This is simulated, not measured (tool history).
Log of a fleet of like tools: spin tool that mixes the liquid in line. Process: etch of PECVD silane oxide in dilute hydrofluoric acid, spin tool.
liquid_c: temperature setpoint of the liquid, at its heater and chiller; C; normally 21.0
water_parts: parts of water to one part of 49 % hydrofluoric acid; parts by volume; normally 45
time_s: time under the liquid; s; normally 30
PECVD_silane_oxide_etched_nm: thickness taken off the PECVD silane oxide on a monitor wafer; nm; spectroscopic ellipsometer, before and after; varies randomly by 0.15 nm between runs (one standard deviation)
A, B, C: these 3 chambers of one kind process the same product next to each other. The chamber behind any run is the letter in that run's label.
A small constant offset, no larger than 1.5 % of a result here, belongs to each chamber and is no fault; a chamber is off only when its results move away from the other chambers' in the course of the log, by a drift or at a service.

| run | hour | liquid_c | water_parts | time_s | hours since the thermometer was replaced | hours since the hydrofluoric acid flow meter was replaced | read-back film thickness of the PECVD silane oxide reference wafer, read on the same gauge (nm) | PECVD_silane_oxide_etched_nm |
|---|---|---|---|---|---|---|---|---|
| 1C | 10.2 | 21.0 | 45 | 30 | 932.3 | 935.8 | 100.020 | 30.110 |
| 2B | 20.7 | 21.0 | 45 | 30 | 373.9 | 1887.6 | 99.973 | 30.325 |
|  | 22.0 | chamber A: hydrofluoric acid flow meter replaced |
| 3A | 26.2 | 21.0 | 45 | 30 | 687.3 | 4.3 | 99.970 | 30.046 |
| 4B | 32.2 | 21.0 | 45 | 30 | 385.4 | 1899.1 | 99.987 | 30.846 |
| 5A | 37.1 | 21.0 | 45 | 30 | 698.2 | 15.2 | 99.964 | 30.121 |
| 6C | 43.0 | 21.0 | 45 | 30 | 965.1 | 968.6 | 99.999 | 29.748 |
| 7B | 49.3 | 21.0 | 45 | 30 | 402.5 | 1916.2 | 99.987 | 30.449 |
| 8A | 59.4 | 21.0 | 45 | 30 | 720.5 | 37.5 | 100.010 | 29.783 |
| 9C | 67.9 | 21.0 | 45 | 30 | 990.0 | 993.5 | 99.989 | 29.711 |
| 10B | 76.1 | 21.0 | 35 | 30 | 429.3 | 1943.0 | 100.030 | 39.372 |
| 11A | 84.9 | 21.0 | 35 | 30 | 746.0 | 63.0 | 99.977 | 38.956 |
| 12C | 91.9 | 21.0 | 35 | 30 | 1014.0 | 1017.5 | 99.992 | 38.833 |
| 13B | 100.3 | 21.0 | 45 | 30 | 453.5 | 1967.2 | 100.010 | 30.655 |
| 14A | 108.7 | 21.0 | 45 | 30 | 769.8 | 86.8 | 99.965 | 29.770 |
| 15C | 114.1 | 21.0 | 45 | 30 | 1036.2 | 1039.7 | 100.010 | 29.875 |
| 16C | 120.1 | 21.0 | 45 | 30 | 1042.2 | 1045.7 | 99.982 | 29.901 |
| 17B | 125.9 | 21.0 | 45 | 30 | 479.1 | 1992.8 | 99.979 | 30.340 |
| 18A | 137.2 | 21.0 | 45 | 30 | 798.3 | 115.3 | 100.020 | 29.690 |
| 19A | 148.6 | 17.5 | 45 | 30 | 809.7 | 126.7 | 100.010 | 25.603 |
| 20C | 154.9 | 17.5 | 45 | 30 | 1077.0 | 1080.5 | 100.010 | 25.835 |
| 21B | 163.2 | 17.5 | 45 | 30 | 516.4 | 2030.1 | 100.020 | 26.334 |

Read the log: is a single chamber off, either drifting away or since a service, is the gauge that measures every chamber drifting, or is nothing wrong beyond small per-chamber offsets? Name any odd chamber and what most likely caused it.

No chamber stands off beyond its own small offset, and the gauge holds steady.
